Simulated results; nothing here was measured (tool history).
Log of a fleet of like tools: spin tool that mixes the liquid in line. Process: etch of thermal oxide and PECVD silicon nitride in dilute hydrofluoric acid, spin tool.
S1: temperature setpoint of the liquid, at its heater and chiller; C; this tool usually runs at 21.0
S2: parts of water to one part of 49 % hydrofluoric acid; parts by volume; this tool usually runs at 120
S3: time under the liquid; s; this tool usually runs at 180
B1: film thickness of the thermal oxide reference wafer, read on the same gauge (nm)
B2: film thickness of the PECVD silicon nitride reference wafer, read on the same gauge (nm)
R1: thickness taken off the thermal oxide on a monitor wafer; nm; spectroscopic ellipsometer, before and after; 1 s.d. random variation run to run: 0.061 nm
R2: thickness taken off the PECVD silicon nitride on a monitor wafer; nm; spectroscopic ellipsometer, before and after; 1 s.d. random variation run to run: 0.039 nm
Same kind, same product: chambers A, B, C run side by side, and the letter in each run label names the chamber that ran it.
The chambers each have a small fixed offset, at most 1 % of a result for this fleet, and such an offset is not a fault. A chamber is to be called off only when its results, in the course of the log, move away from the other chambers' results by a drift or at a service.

run	hour	S1	S2	S3	B1	B2	R1	R2
1A	2.0	21.0	120	180	49.973	140.01	6.3061	5.3272
2C	4.5	21.0	120	180	50.021	140.00	6.2410	5.3186
3B	8.1	21.0	120	180	50.002	140.05	6.2325	5.3155
4A	10.6	21.0	120	180	50.047	140.00	6.2977	5.3499
5B	13.8	21.0	120	180	49.975	140.01	6.1570	5.2657
6C	17.3	21.0	120	180	49.975	140.00	6.2882	5.2752
7C	20.8	17.0	120	130	49.943	139.97	3.7951	2.9032
8A	24.0	17.0	120	130	50.001	139.99	3.8427	2.9798
9B	26.1	17.0	120	130	50.038	139.94	3.8950	2.9037
10B	29.7	21.0	120	180	49.994	140.02	6.2958	5.3780
11C	32.8	19.5	120	180	50.040	140.02	5.8885	4.7625
12A	35.5	19.5	120	180	50.009	140.05	5.8572	4.8511
13C	38.1	19.5	120	180	50.033	140.00	6.0765	4.7998
14B	41.9	17.5	80	180	50.017	139.97	8.3577	6.1920
15A	44.6	17.5	80	180	49.996	140.00	8.4647	6.1385
16C	47.4	17.5	80	180	49.985	139.99	8.4237	6.1668
17B	51.4	21.0	120	180	50.024	140.00	6.2542	5.2311
18A	53.6	21.0	120	180	50.022	139.99	6.2681	5.3123
19A	56.9	21.0	120	180	50.022	139.97	6.2977	5.3574
# hour 57.1: chamber B: hydrofluoric acid flow meter replaced
20B	60.9	19.0	120	180	50.016	139.96	5.8368	4.6694

All 3 chambers run these settings next. Forecast each chamber's results:
21A	64.2	21.0	120	180			?	?
21B	64.2	21.0	120	180			?	?
21C	64.2	21.0	120	180			?	?

run	R1	R2
21A	6.2766	5.2977
21B	6.1890	5.2171
21C	6.2076	5.3266
